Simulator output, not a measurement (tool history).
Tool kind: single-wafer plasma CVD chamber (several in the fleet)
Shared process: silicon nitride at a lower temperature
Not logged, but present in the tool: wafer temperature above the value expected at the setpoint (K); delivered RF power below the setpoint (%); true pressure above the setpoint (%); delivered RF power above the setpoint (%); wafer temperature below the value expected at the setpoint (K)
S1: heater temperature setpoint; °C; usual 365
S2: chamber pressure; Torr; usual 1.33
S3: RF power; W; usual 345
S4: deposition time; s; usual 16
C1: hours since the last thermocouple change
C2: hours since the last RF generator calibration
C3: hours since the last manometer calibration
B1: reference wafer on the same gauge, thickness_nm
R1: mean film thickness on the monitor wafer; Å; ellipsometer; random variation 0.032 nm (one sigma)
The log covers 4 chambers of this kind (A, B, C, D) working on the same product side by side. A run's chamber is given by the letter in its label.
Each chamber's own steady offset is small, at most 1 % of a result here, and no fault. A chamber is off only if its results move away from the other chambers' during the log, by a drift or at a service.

| run | day | S1 | S2 | S3 | S4 | C1 | C2 | C3 | B1 | R1 |
|---|---|---|---|---|---|---|---|---|---|---|
| 1C | 0.283 | 365 | 1.33 | 345 | 16 | 2075.7 | 341.4 | 2020.3 | 20.997 | 194.99 |
| 2A | 0.629 | 365 | 1.33 | 345 | 16 | 1171 | 1853.2 | 1093 | 20.993 | 193.68 |
| 3D | 1.033 | 365 | 1.33 | 345 | 16 | 622.2 | 679.4 | 1452.8 | 20.988 | 193.78 |
| 4B | 1.308 | 365 | 1.33 | 345 | 16 | 365.9 | 420 | 1301.2 | 20.991 | 193.82 |
| 5D | 1.521 | 365 | 1.33 | 345 | 16 | 633.9 | 691.1 | 1464.5 | 20.985 | 193.41 |
| 6B | 1.742 | 365 | 1.33 | 345 | 16 | 376.3 | 430.4 | 1311.6 | 20.984 | 193.42 |
| 7C | 1.967 | 365 | 1.33 | 345 | 16 | 2116.1 | 381.8 | 2060.7 | 20.975 | 195.26 |
| 8A | 2.358 | 365 | 1.33 | 345 | 16 | 1212.5 | 1894.7 | 1134.5 | 20.979 | 194.13 |
| 9D | 2.646 | 365 | 1.33 | 345 | 16 | 660.9 | 718.1 | 1491.5 | 20.975 | 193.71 |
| 10A | 2.954 | 365 | 1.33 | 345 | 16 | 1226.8 | 1909 | 1148.8 | 20.963 | 194.18 |
| 11B | 3.262 | 365 | 1.33 | 345 | 16 | 412.8 | 466.9 | 1348.1 | 20.966 | 193.02 |
| 12C | 3.458 | 365 | 1.59 | 345 | 17.3 | 2151.9 | 417.6 | 2096.5 | 20.96 | 222.45 |
| 13A | 3.696 | 365 | 1.59 | 345 | 17.3 | 1244.6 | 1926.8 | 1166.6 | 20.964 | 220.63 |
| 14D | 3.892 | 365 | 1.59 | 345 | 17.3 | 690.8 | 748 | 1521.4 | 20.958 | 219.52 |
| 15C | 4.296 | 365 | 1.59 | 345 | 17.3 | 2172 | 437.7 | 2116.6 | 20.95 | 221.42 |
| 16B | 4.629 | 365 | 1.33 | 345 | 16 | 445.6 | 499.7 | 1380.9 | 20.943 | 193.54 |
| 17D | 4.896 | 365 | 1.33 | 345 | 16 | 714.9 | 772.1 | 1545.5 | 20.939 | 193.57 |
| 18B | 5.288 | 365 | 1.33 | 345 | 16 | 461.4 | 515.5 | 1396.7 | 20.938 | 193.94 |
| 19C | 5.696 | 365 | 1.33 | 345 | 16 | 2205.6 | 471.3 | 2150.2 | 20.933 | 193.92 |
| 20A | 5.912 | 365 | 1.33 | 345 | 16 | 1297.8 | 1980 | 1219.8 | 20.931 | 193.49 |
| 21A | 6.308 | 365 | 1.33 | 345 | 13.6 | 1307.3 | 1989.5 | 1229.3 | 20.924 | 164.78 |
| 22B | 6.608 | 365 | 1.33 | 345 | 13.6 | 493.1 | 547.2 | 1428.4 | 20.93 | 164.05 |
| 23D | 7.029 | 365 | 1.33 | 345 | 13.6 | 766.1 | 823.3 | 1596.7 | 20.917 | 163.92 |
| 24C | 7.292 | 365 | 1.33 | 345 | 13.6 | 2243.9 | 509.6 | 2188.5 | 20.922 | 165 |
|  | 7.425 | chamber A: thermocouple changed; heater temperature recalibrated |
| 25A | 7.629 | 365 | 1.07 | 345 | 16 | 4.9 | 2021.2 | 1261 | 20.916 | 181.49 |
| 26D | 7.821 | 365 | 1.07 | 345 | 16 | 785.1 | 842.3 | 1615.7 | 20.902 | 180.13 |
| 27C | 8.029 | 365 | 1.07 | 345 | 16 | 2261.6 | 527.3 | 2206.2 | 20.912 | 181.82 |
| 28B | 8.438 | 365 | 1.07 | 345 | 16 | 537 | 591.1 | 1472.3 | 20.898 | 180.58 |
| 29D | 8.712 | 365 | 1.33 | 345 | 16 | 806.5 | 863.7 | 1637.1 | 20.897 | 192.72 |
|  | 8.912 | chamber A: RF generator calibrated |
| 30B | 9.054 | 365 | 1.33 | 345 | 16 | 551.8 | 605.9 | 1487.1 | 20.89 | 192.49 |
| 31C | 9.329 | 365 | 1.33 | 345 | 16 | 2292.8 | 558.5 | 2237.4 | 20.891 | 193.81 |
| 32A | 9.738 | 365 | 1.33 | 345 | 16 | 55.5 | 19.8 | 1311.6 | 20.89 | 193.75 |
| 33A | 10.154 | 365 | 1.33 | 345 | 16 | 65.5 | 29.8 | 1321.6 | 20.877 | 194.25 |
| 34D | 10.571 | 365 | 1.33 | 345 | 16 | 851.1 | 908.3 | 1681.7 | 20.873 | 192.46 |
| 35B | 10.946 | 365 | 1.33 | 345 | 16 | 597.2 | 651.3 | 1532.5 | 20.864 | 192.31 |
| 36C | 11.212 | 365 | 1.33 | 345 | 16 | 2338 | 603.7 | 2282.6 | 20.862 | 193.58 |
| 37A | 11.45 | 365 | 1.33 | 345 | 16 | 96.6 | 60.9 | 1352.7 | 20.872 | 193.46 |
| 38B | 11.679 | 365 | 1.15 | 375 | 16 | 614.8 | 668.9 | 1550.1 | 20.865 | 194.72 |

For the next run the whole fleet of 4 chambers uses the same settings. Give each chamber's results:
| 39A | 11.992 | 365 | 1.33 | 345 | 16 |  |  |  |  | ? |
| 39B | 11.992 | 365 | 1.33 | 345 | 16 |  |  |  |  | ? |
| 39C | 11.992 | 365 | 1.33 | 345 | 16 |  |  |  |  | ? |
| 39D | 11.992 | 365 | 1.33 | 345 | 16 |  |  |  |  | ? |

| run | R1 |
|---|---|
| 39A | 194.13 |
| 39B | 191.88 |
| 39C | 193.86 |
| 39D | 192.25 |
